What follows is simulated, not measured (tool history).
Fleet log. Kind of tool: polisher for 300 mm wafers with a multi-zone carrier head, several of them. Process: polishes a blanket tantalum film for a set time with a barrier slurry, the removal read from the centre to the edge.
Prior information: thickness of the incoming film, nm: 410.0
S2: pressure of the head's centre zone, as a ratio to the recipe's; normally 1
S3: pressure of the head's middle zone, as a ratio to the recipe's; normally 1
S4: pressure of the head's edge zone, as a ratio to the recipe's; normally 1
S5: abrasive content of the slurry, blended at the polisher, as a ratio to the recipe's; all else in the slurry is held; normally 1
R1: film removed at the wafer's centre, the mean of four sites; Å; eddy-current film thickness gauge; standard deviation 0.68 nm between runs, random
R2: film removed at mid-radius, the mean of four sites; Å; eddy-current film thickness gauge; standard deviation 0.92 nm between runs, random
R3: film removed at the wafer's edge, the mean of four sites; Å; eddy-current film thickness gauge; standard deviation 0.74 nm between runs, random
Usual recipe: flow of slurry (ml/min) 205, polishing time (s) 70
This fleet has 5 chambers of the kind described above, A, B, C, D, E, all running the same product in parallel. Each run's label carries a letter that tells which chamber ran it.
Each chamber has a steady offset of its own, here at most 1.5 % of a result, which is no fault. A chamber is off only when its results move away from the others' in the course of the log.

-- hour=3 chamber C: worn pad replaced by a new one
-- hour=9.9 chamber A: worn pad replaced by a new one
run 1C hour=13.5 | flow_of_slurry_(ml/min)=205 S2=1 S3=1 S4=1 S5=1 polishing_time_(s)=70 | R1=845.38 R2=826.57 R3=836.83
run 2B hour=24.7 | flow_of_slurry_(ml/min)=205 S2=1 S3=1 S4=1 S5=1 polishing_time_(s)=70 | R1=834.76 R2=820.61 R3=849.65
-- hour=29.7 chamber C: centre zone pressure recalibrated
-- hour=30 chamber E: worn pad replaced by a new one
run 3E hour=33.4 | flow_of_slurry_(ml/min)=205 S2=1 S3=1 S4=1 S5=1 polishing_time_(s)=70 | R1=853.11 R2=836.04 R3=848.16
-- hour=37.6 chamber D: slurry nozzle cleaned
run 4A hour=45.3 | flow_of_slurry_(ml/min)=205 S2=1 S3=1 S4=1 S5=1 polishing_time_(s)=70 | R1=841.55 R2=834.99 R3=834.11
-- hour=55.3 chamber B: worn pad replaced by a new one
run 5D hour=60.4 | flow_of_slurry_(ml/min)=205 S2=1 S3=1.11 S4=1.08 S5=1 polishing_time_(s)=70 | R1=834.72 R2=904.42 R3=884.95
run 6B hour=69.3 | flow_of_slurry_(ml/min)=205 S2=1 S3=1.11 S4=1.08 S5=1 polishing_time_(s)=70 | R1=841.65 R2=918.14 R3=865.04
-- hour=71.7 chamber C: edge zone pressure recalibrated
-- hour=75.8 chamber D: worn pad replaced by a new one
run 7E hour=77 | flow_of_slurry_(ml/min)=205 S2=1 S3=1.11 S4=1.08 S5=1 polishing_time_(s)=70 | R1=843.9 R2=924.67 R3=893.15
-- hour=80.7 chamber E: slurry nozzle cleaned
-- hour=82.3 chamber C: worn pad replaced by a new one
run 8A hour=89.2 | flow_of_slurry_(ml/min)=205 S2=1 S3=1.11 S4=1.08 S5=1 polishing_time_(s)=70 | R1=839.12 R2=924.79 R3=856.23
run 9D hour=96.4 | flow_of_slurry_(ml/min)=205 S2=1 S3=1.11 S4=1.08 S5=1 polishing_time_(s)=70 | R1=842.85 R2=920.81 R3=878.81
run 10C hour=105.2 | flow_of_slurry_(ml/min)=205 S2=1 S3=1 S4=1 S5=1 polishing_time_(s)=70 | R1=850.15 R2=849.74 R3=851.3
-- hour=106.3 chamber A: slurry nozzle cleaned
-- hour=109 chamber A: worn pad replaced by a new one
-- hour=110.9 chamber D: edge zone pressure recalibrated
run 11C hour=112.5 | flow_of_slurry_(ml/min)=205 S2=1 S3=1 S4=1 S5=1 polishing_time_(s)=70 | R1=846.57 R2=841.33 R3=851.69
-- hour=121.7 chamber E: worn pad replaced by a new one
run 12A hour=125.7 | flow_of_slurry_(ml/min)=205 S2=1 S3=1 S4=1 S5=1 polishing_time_(s)=70 | R1=853.62 R2=837.8 R3=830.65
run 13B hour=140.8 | flow_of_slurry_(ml/min)=205 S2=0.91 S3=1 S4=1 S5=0.85 polishing_time_(s)=70 | R1=729.26 R2=790.2 R3=809.85
run 14E hour=155.4 | flow_of_slurry_(ml/min)=205 S2=0.91 S3=1 S4=1 S5=0.85 polishing_time_(s)=70 | R1=733.16 R2=801.85 R3=807.27
-- hour=157.6 chamber B: worn pad replaced by a new one
run 15D hour=164.3 | flow_of_slurry_(ml/min)=205 S2=0.91 S3=1 S4=1 S5=0.85 polishing_time_(s)=70 | R1=716.98 R2=810.27 R3=806.51
run 16B hour=173.1 | flow_of_slurry_(ml/min)=205 S2=0.91 S3=1 S4=1 S5=0.85 polishing_time_(s)=70 | R1=714.79 R2=797.69 R3=802
-- hour=179.3 chamber D: worn pad replaced by a new one
run 17E hour=181.1 | flow_of_slurry_(ml/min)=205 S2=0.91 S3=1 S4=1 S5=0.85 polishing_time_(s)=70 | R1=721.27 R2=797.73 R3=807.59
-- hour=181.4 chamber C: worn pad replaced by a new one
run 18D hour=192.8 | flow_of_slurry_(ml/min)=205 S2=1 S3=1 S4=1 S5=1 polishing_time_(s)=70 | R1=848.79 R2=844.27 R3=854.09
-- hour=197.1 chamber B: slurry nozzle cleaned
-- hour=203.2 chamber A: worn pad replaced by a new one
run 19C hour=206.3 | flow_of_slurry_(ml/min)=205 S2=1 S3=1 S4=1 S5=1 polishing_time_(s)=70 | R1=836.56 R2=819.02 R3=839.49
run 20A hour=213.3 | flow_of_slurry_(ml/min)=205 S2=1 S3=1 S4=1 S5=1 polishing_time_(s)=70 | R1=842.3 R2=849.26 R3=833.29
-- hour=218.4 chamber E: worn pad replaced by a new one
run 21D hour=223.7 | flow_of_slurry_(ml/min)=205 S2=1.09 S3=1 S4=1 S5=1 polishing_time_(s)=70 | R1=924.01 R2=814.82 R3=840.12
run 22C hour=232.3 | flow_of_slurry_(ml/min)=205 S2=1.09 S3=1 S4=1 S5=1 polishing_time_(s)=70 | R1=923.72 R2=834.12 R3=837.02
run 23A hour=240.3 | flow_of_slurry_(ml/min)=205 S2=1.09 S3=1 S4=1 S5=1 polishing_time_(s)=70 | R1=907.49 R2=844.98 R3=833.17
run 24E hour=248.8 | flow_of_slurry_(ml/min)=205 S2=1.09 S3=1 S4=1 S5=1 polishing_time_(s)=70 | R1=939.67 R2=844.65 R3=843.03
-- hour=252.7 chamber B: worn pad replaced by a new one
run 25B hour=257.5 | flow_of_slurry_(ml/min)=205 S2=1.09 S3=1 S4=1 S5=1 polishing_time_(s)=70 | R1=926.99 R2=825.78 R3=829.02
-- hour=261.6 chamber D: worn pad replaced by a new one
-- hour=268.2 chamber C: worn pad replaced by a new one
run 26C hour=269.9 | flow_of_slurry_(ml/min)=205 S2=1 S3=1 S4=1 S5=1 polishing_time_(s)=70 | R1=822.42 R2=809.53 R3=831.35
run 27A hour=284.7 | flow_of_slurry_(ml/min)=205 S2=1 S3=1 S4=1 S5=1 polishing_time_(s)=70 | R1=838.87 R2=848.72 R3=828.92
run 28D hour=299.7 | flow_of_slurry_(ml/min)=205 S2=1 S3=1 S4=1 S5=1 polishing_time_(s)=70 | R1=837.45 R2=839.05 R3=848.41
-- hour=304.3 chamber A: worn pad replaced by a new one
-- hour=306.9 chamber B: centre zone pressure recalibrated
run 29B hour=312 | flow_of_slurry_(ml/min)=205 S2=1 S3=1 S4=1 S5=1 polishing_time_(s)=70 | R1=846.91 R2=839.55 R3=842.72
-- hour=315.8 chamber E: worn pad replaced by a new one
run 30E hour=327.8 | flow_of_slurry_(ml/min)=205 S2=1 S3=1 S4=1 S5=1 polishing_time_(s)=70 | R1=849.62 R2=833.68 R3=854.11
-- hour=341.2 chamber D: worn pad replaced by a new one
-- hour=341.7 chamber B: worn pad replaced by a new one
run 31C hour=342.7 | flow_of_slurry_(ml/min)=205 S2=1 S3=1 S4=1 S5=1 polishing_time_(s)=70 | R1=819.56 R2=779.43 R3=809.96
run 32D hour=349.7 | flow_of_slurry_(ml/min)=205 S2=1 S3=1 S4=1 S5=1 polishing_time_(s)=70 | R1=843.35 R2=852.81 R3=849.65
run 33E hour=365.1 | flow_of_slurry_(ml/min)=160 S2=1 S3=1 S4=1.11 S5=1 polishing_time_(s)=70 | R1=816.47 R2=804.22 R3=859.92
-- hour=369.2 chamber C: worn pad replaced by a new one
run 34A hour=376.8 | flow_of_slurry_(ml/min)=160 S2=1 S3=1 S4=1.11 S5=1 polishing_time_(s)=70 | R1=802.81 R2=817.44 R3=865.94
-- hour=389.1 chamber A: edge zone pressure recalibrated
run 35B hour=389.7 | flow_of_slurry_(ml/min)=160 S2=1 S3=1 S4=1.11 S5=1 polishing_time_(s)=70 | R1=801.35 R2=796.68 R3=869.53
-- hour=390.3 chamber A: worn pad replaced by a new one
run 36A hour=401.2 | flow_of_slurry_(ml/min)=160 S2=1 S3=1 S4=1.11 S5=1 polishing_time_(s)=70 | R1=801.43 R2=802.54 R3=852.85
run 37E hour=411.5 | flow_of_slurry_(ml/min)=160 S2=1 S3=1 S4=1.11 S5=1 polishing_time_(s)=70 | R1=818.97 R2=805.57 R3=865.53
-- hour=421.8 chamber D: worn pad replaced by a new one
run 38B hour=422.9 | flow_of_slurry_(ml/min)=205 S2=1 S3=1 S4=1 S5=1 polishing_time_(s)=70 | R1=832.21 R2=829.3 R3=848.94
run 39C hour=431.7 | flow_of_slurry_(ml/min)=205 S2=1 S3=1 S4=1 S5=1 polishing_time_(s)=70 | R1=778.12 R2=769.38 R3=796.55
-- hour=433.4 chamber B: worn pad replaced by a new one
-- hour=436.8 chamber D: centre zone pressure recalibrated
run 40D hour=445.1 | flow_of_slurry_(ml/min)=205 S2=1 S3=1 S4=1 S5=1 polishing_time_(s)=70 | R1=827.6 R2=834.87 R3=845.78
run 41B hour=458.4 | flow_of_slurry_(ml/min)=150 S2=1 S3=1 S4=1 S5=1.1 polishing_time_(s)=70 | R1=810.44 R2=810.01 R3=833.37

Does one chamber stand apart from the rest, does the shared gauge drift, or is all well apart from small per-chamber offsets? Give the chamber and the most likely cause, where there is one.

Little by little, chamber C moves away from the other chambers.
What lies behind it: slurry flow missing at the pad, % = 41.5.

Below are 4 candidate recipes for chamber C's next run, each the usual settings with a change, their results shown as question marks. Which of them brings C's results back in line with what the other chambers give on the usual settings?
Maximum distance from the other chambers' mean on the usual settings for a result to count as in line: R1 24 Å; R2 32 Å; R3 26 Å
run 42C-1 hour=469.8 | flow_of_slurry_(ml/min)=210 S2=1.01 S3=1.01 S4=0.99 S5=1 polishing_time_(s)=72 | R1=? R2=? R3=?
run 42C-2 hour=469.8 | flow_of_slurry_(ml/min)=210 S2=1.02 S3=1.02 S4=0.99 S5=1 polishing_time_(s)=75 | R1=? R2=? R3=?
run 42C-3 hour=469.8 | flow_of_slurry_(ml/min)=200 S2=0.98 S3=0.98 S4=1.01 S5=1 polishing_time_(s)=65 | R1=? R2=? R3=?
run 42C-4 hour=469.8 | flow_of_slurry_(ml/min)=200 S2=0.99 S3=0.99 S4=1.01 S5=1 polishing_time_(s)=68 | R1=? R2=? R3=?

Other chambers, usual settings, mean: R1 841.55 Å; R2 836.63 Å; R3 841.44 Å
run=42C-1 R1=797.6 R2=787.52 R3=801.23
run=42C-2 R1=840.03 R2=827.73 R3=834.49
run=42C-3 R1=687.22 R2=683.94 R3=725.5
run=42C-4 R1=727.17 R2=722.14 R3=758.87
42C-2 is the one that brings the chamber's results back in line with the other chambers.
